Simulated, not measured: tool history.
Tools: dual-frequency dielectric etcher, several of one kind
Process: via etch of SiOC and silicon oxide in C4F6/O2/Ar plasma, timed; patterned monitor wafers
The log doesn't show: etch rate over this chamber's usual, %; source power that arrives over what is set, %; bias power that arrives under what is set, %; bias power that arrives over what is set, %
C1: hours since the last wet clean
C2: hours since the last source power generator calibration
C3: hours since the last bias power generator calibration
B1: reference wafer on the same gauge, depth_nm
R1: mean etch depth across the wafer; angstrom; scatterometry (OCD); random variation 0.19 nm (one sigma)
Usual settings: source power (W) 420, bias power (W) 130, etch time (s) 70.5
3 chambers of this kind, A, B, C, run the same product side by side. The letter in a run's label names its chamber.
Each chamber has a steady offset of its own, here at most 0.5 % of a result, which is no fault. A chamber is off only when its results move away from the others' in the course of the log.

{"run": "1A", "hour": 6.5, "source power (W)": 420, "bias power (W)": 130, "etch time (s)": 70.5, "C1": 202.2, "C2": 2419.5, "C3": 1385.7, "B1": 81.673, "R1": 732.08}
{"run": "2B", "hour": 14.5, "source power (W)": 420, "bias power (W)": 130, "etch time (s)": 70.5, "C1": 64.6, "C2": 1965.1, "C3": 3571.4, "B1": 81.672, "R1": 734.43}
{"run": "3C", "hour": 22.2, "source power (W)": 420, "bias power (W)": 130, "etch time (s)": 70.5, "C1": 439.6, "C2": 3663.2, "C3": 491.8, "B1": 81.696, "R1": 735.09}
{"run": "4B", "hour": 32.5, "source power (W)": 420, "bias power (W)": 130, "etch time (s)": 70.5, "C1": 82.6, "C2": 1983.1, "C3": 3589.4, "B1": 81.731, "R1": 733.33}
{"run": "5A", "hour": 42.7, "source power (W)": 420, "bias power (W)": 130, "etch time (s)": 70.5, "C1": 238.4, "C2": 2455.7, "C3": 1421.9, "B1": 81.67, "R1": 731.24}
{"run": "6C", "hour": 52.4, "source power (W)": 420, "bias power (W)": 130, "etch time (s)": 70.5, "C1": 469.8, "C2": 3693.4, "C3": 522, "B1": 81.72, "R1": 735.94}
{"run": "7C", "hour": 61.7, "source power (W)": 420, "bias power (W)": 130, "etch time (s)": 70.5, "C1": 479.1, "C2": 3702.7, "C3": 531.3, "B1": 81.714, "R1": 738.32}
{"run": "8B", "hour": 70.6, "source power (W)": 420, "bias power (W)": 130, "etch time (s)": 70.5, "C1": 120.7, "C2": 2021.2, "C3": 3627.5, "B1": 81.688, "R1": 733.68}
{"hour": 75.6, "done": "chamber C: wet clean of the chamber"}
{"run": "9A", "hour": 76.5, "source power (W)": 420, "bias power (W)": 130, "etch time (s)": 70.5, "C1": 272.2, "C2": 2489.5, "C3": 1455.7, "B1": 81.693, "R1": 735.18}
{"run": "10B", "hour": 88.8, "source power (W)": 420, "bias power (W)": 130, "etch time (s)": 70.5, "C1": 138.9, "C2": 2039.4, "C3": 3645.7, "B1": 81.781, "R1": 734.32}
{"run": "11C", "hour": 100.7, "source power (W)": 420, "bias power (W)": 130, "etch time (s)": 70.5, "C1": 25.1, "C2": 3741.7, "C3": 570.3, "B1": 81.664, "R1": 733.21}
{"run": "12A", "hour": 111.9, "source power (W)": 420, "bias power (W)": 130, "etch time (s)": 70.5, "C1": 307.6, "C2": 2524.9, "C3": 1491.1, "B1": 81.684, "R1": 733.81}
{"run": "13B", "hour": 124.5, "source power (W)": 420, "bias power (W)": 130, "etch time (s)": 70.5, "C1": 174.6, "C2": 2075.1, "C3": 3681.4, "B1": 81.686, "R1": 732.62}
{"run": "14C", "hour": 134.4, "source power (W)": 420, "bias power (W)": 130, "etch time (s)": 70.5, "C1": 58.8, "C2": 3775.4, "C3": 604, "B1": 81.748, "R1": 736.15}
{"run": "15A", "hour": 146.4, "source power (W)": 490, "bias power (W)": 130, "etch time (s)": 70.5, "C1": 342.1, "C2": 2559.4, "C3": 1525.6, "B1": 81.686, "R1": 783.45}
{"run": "16B", "hour": 155.8, "source power (W)": 490, "bias power (W)": 130, "etch time (s)": 70.5, "C1": 205.9, "C2": 2106.4, "C3": 3712.7, "B1": 81.719, "R1": 778.13}
{"run": "17A", "hour": 164.5, "source power (W)": 490, "bias power (W)": 130, "etch time (s)": 70.5, "C1": 360.2, "C2": 2577.5, "C3": 1543.7, "B1": 81.681, "R1": 780.8}
{"run": "18C", "hour": 172.4, "source power (W)": 420, "bias power (W)": 130, "etch time (s)": 70.5, "C1": 96.8, "C2": 3813.4, "C3": 642, "B1": 81.679, "R1": 732.29}
{"run": "19A", "hour": 184.9, "source power (W)": 420, "bias power (W)": 130, "etch time (s)": 70.5, "C1": 380.6, "C2": 2597.9, "C3": 1564.1, "B1": 81.681, "R1": 736.61}
{"run": "20C", "hour": 192.0, "source power (W)": 420, "bias power (W)": 130, "etch time (s)": 70.5, "C1": 116.4, "C2": 3833, "C3": 661.6, "B1": 81.696, "R1": 734.96}
{"run": "21B", "hour": 203.7, "source power (W)": 420, "bias power (W)": 130, "etch time (s)": 70.5, "C1": 253.8, "C2": 2154.3, "C3": 3760.6, "B1": 81.738, "R1": 735.56}
{"run": "22B", "hour": 215.3, "source power (W)": 510, "bias power (W)": 130, "etch time (s)": 70.5, "C1": 265.4, "C2": 2165.9, "C3": 3772.2, "B1": 81.752, "R1": 792.26}
{"run": "23A", "hour": 226.1, "source power (W)": 510, "bias power (W)": 130, "etch time (s)": 70.5, "C1": 421.8, "C2": 2639.1, "C3": 1605.3, "B1": 81.712, "R1": 801.28}
{"run": "24C", "hour": 238.6, "source power (W)": 510, "bias power (W)": 130, "etch time (s)": 70.5, "C1": 163, "C2": 3879.6, "C3": 708.2, "B1": 81.697, "R1": 792.92}
{"run": "25C", "hour": 250.5, "source power (W)": 420, "bias power (W)": 130, "etch time (s)": 70.5, "C1": 174.9, "C2": 3891.5, "C3": 720.1, "B1": 81.73, "R1": 734.97}
{"run": "26A", "hour": 260.5, "source power (W)": 420, "bias power (W)": 130, "etch time (s)": 70.5, "C1": 456.2, "C2": 2673.5, "C3": 1639.7, "B1": 81.732, "R1": 741.69}
{"run": "27B", "hour": 266.1, "source power (W)": 420, "bias power (W)": 130, "etch time (s)": 70.5, "C1": 316.2, "C2": 2216.7, "C3": 3823, "B1": 81.719, "R1": 732.61}
{"run": "28C", "hour": 277.2, "source power (W)": 420, "bias power (W)": 130, "etch time (s)": 70.5, "C1": 201.6, "C2": 3918.2, "C3": 746.8, "B1": 81.659, "R1": 733.2}
{"hour": 288.1, "done": "chamber B: wet clean of the chamber"}
{"run": "29A", "hour": 288.6, "source power (W)": 420, "bias power (W)": 130, "etch time (s)": 70.5, "C1": 484.3, "C2": 2701.6, "C3": 1667.8, "B1": 81.677, "R1": 745.37}
{"run": "30B", "hour": 295.6, "source power (W)": 420, "bias power (W)": 130, "etch time (s)": 70.5, "C1": 7.5, "C2": 2246.2, "C3": 3852.5, "B1": 81.679, "R1": 734.78}
{"run": "31B", "hour": 304.7, "source power (W)": 420, "bias power (W)": 130, "etch time (s)": 70.5, "C1": 16.6, "C2": 2255.3, "C3": 3861.6, "B1": 81.643, "R1": 733.02}

Next, every chamber runs the same settings. What will each give?
{"run": "32A", "hour": 313.7, "source power (W)": 420, "bias power (W)": 130, "etch time (s)": 70.5, "R1": "?"}
{"run": "32B", "hour": 313.7, "source power (W)": 420, "bias power (W)": 130, "etch time (s)": 70.5, "R1": "?"}
{"run": "32C", "hour": 313.7, "source power (W)": 420, "bias power (W)": 130, "etch time (s)": 70.5, "R1": "?"}

run=32A R1=749.39
run=32B R1=734.36
run=32C R1=733.65

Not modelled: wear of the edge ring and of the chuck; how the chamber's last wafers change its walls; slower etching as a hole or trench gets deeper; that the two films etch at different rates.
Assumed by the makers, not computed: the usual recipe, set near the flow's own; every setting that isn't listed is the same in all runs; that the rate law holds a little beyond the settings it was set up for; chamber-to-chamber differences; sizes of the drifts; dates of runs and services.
